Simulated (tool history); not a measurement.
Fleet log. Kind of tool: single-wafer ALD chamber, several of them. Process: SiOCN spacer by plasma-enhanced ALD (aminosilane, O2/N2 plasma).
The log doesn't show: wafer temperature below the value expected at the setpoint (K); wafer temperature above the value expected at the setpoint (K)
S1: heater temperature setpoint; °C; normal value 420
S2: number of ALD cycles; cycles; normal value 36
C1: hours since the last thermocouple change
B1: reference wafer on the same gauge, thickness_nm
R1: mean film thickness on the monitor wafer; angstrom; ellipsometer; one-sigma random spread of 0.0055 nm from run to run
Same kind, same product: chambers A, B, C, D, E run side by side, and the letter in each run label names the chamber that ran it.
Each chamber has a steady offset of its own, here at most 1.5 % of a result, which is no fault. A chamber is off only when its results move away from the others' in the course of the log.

Run 1D, hour 15.7: usual settings; C1 2399.5; B1 2.19. Result: R1 20.64 angstrom.
Run 2B, hour 29.6: usual settings; C1 662.8; B1 2.1897. Result: R1 20.287 angstrom.
Run 3C, hour 37.8: usual settings; C1 1911.3; B1 2.1906. Result: R1 20.627 angstrom.
Run 4E, hour 52.2: usual settings; C1 1653.9; B1 2.1901. Result: R1 20.509 angstrom.
Run 5A, hour 68.4: usual settings; C1 458.6; B1 2.1888. Result: R1 20.248 angstrom.
At hour 73.3: chamber C: thermocouple changed; heater temperature recalibrated.
Run 6E, hour 81.5: usual settings; C1 1683.2; B1 2.1883. Result: R1 20.424 angstrom.
Run 7C, hour 97.1: usual settings; C1 23.9; B1 2.1905. Result: R1 20.583 angstrom.
Run 8D, hour 111.8: usual settings but S1 432 °C, S2 41 cycles; C1 2495.6; B1 2.1901. Result: R1 22.738 angstrom.
Run 9A, hour 119.7: usual settings but S1 432 °C, S2 41 cycles; C1 509.9; B1 2.19. Result: R1 22.193 angstrom.
Run 10B, hour 135.7: usual settings but S1 432 °C, S2 41 cycles; C1 768.9; B1 2.1892. Result: R1 22.265 angstrom.
Run 11A, hour 144.3: usual settings but S1 432 °C, S2 41 cycles; C1 534.5; B1 2.1897. Result: R1 22.259 angstrom.
Run 12E, hour 154.3: usual settings but S1 432 °C, S2 41 cycles; C1 1756; B1 2.19. Result: R1 22.549 angstrom.
Run 13B, hour 163.7: usual settings; C1 796.9; B1 2.1903. Result: R1 20.321 angstrom.
Run 14D, hour 172.2: usual settings; C1 2556; B1 2.19. Result: R1 20.749 angstrom.
Run 15C, hour 187.7: usual settings; C1 114.5; B1 2.1888. Result: R1 20.53 angstrom.
Run 16A, hour 198.8: usual settings but S1 424 °C; C1 589; B1 2.1889. Result: R1 20.075 angstrom.
Run 17C, hour 208.7: usual settings but S1 424 °C; C1 135.5; B1 2.1894. Result: R1 20.294 angstrom.
Run 18E, hour 218.1: usual settings but S1 424 °C; C1 1819.8; B1 2.1895. Result: R1 20.301 angstrom.
At hour 220.8: chamber D: thermocouple changed; heater temperature recalibrated.
Run 19D, hour 234.3: usual settings but S1 424 °C; C1 13.6; B1 2.1902. Result: R1 20.45 angstrom.
Run 20B, hour 250: usual settings but S1 424 °C; C1 883.2; B1 2.1903. Result: R1 20.078 angstrom.
Run 21A, hour 258.7: usual settings; C1 648.9; B1 2.1904. Result: R1 20.4 angstrom.
Run 22B, hour 274.4: usual settings but S1 432 °C, S2 32 cycles; C1 907.6; B1 2.1907. Result: R1 17.392 angstrom.
Run 23D, hour 289.4: usual settings but S1 432 °C, S2 32 cycles; C1 68.7; B1 2.1903. Result: R1 17.754 angstrom.
Run 24E, hour 299.2: usual settings but S1 432 °C, S2 32 cycles; C1 1900.9; B1 2.1889. Result: R1 17.354 angstrom.
Run 25C, hour 311.3: usual settings but S1 432 °C, S2 32 cycles; C1 238.1; B1 2.1886. Result: R1 17.674 angstrom.
Run 26C, hour 326.4: usual settings but S1 432 °C, S2 32 cycles; C1 253.2; B1 2.1905. Result: R1 17.615 angstrom.
Run 27A, hour 336.3: usual settings; C1 726.5; B1 2.1904. Result: R1 20.347 angstrom.
Run 28B, hour 347.7: usual settings; C1 980.9; B1 2.1906. Result: R1 20.326 angstrom.
Run 29E, hour 355.4: usual settings but S1 433 °C, S2 29 cycles; C1 1957.1; B1 2.189. Result: R1 15.613 angstrom.
Run 30D, hour 364.7: usual settings but S1 433 °C, S2 29 cycles; C1 144; B1 2.1901. Result: R1 16.003 angstrom.
Run 31C, hour 377.8: usual settings but S1 433 °C, S2 29 cycles; C1 304.6; B1 2.1889. Result: R1 15.808 angstrom.
Run 32E, hour 389.6: usual settings but S1 433 °C, S2 29 cycles; C1 1991.3; B1 2.1896. Result: R1 15.562 angstrom.
Run 33B, hour 401.5: usual settings but S1 433 °C, S2 29 cycles; C1 1034.7; B1 2.1914. Result: R1 15.686 angstrom.

Next, every chamber runs the same settings. What will each give?
Run 34A, hour 413.2: usual settings. Result: R1 ?.
Run 34B, hour 413.2: usual settings. Result: R1 ?.
Run 34C, hour 413.2: usual settings. Result: R1 ?.
Run 34D, hour 413.2: usual settings. Result: R1 ?.
Run 34E, hour 413.2: usual settings. Result: R1 ?.

run      R1
34A  20.309
34B  20.292
34C  20.557
34D  20.725
34E  20.143

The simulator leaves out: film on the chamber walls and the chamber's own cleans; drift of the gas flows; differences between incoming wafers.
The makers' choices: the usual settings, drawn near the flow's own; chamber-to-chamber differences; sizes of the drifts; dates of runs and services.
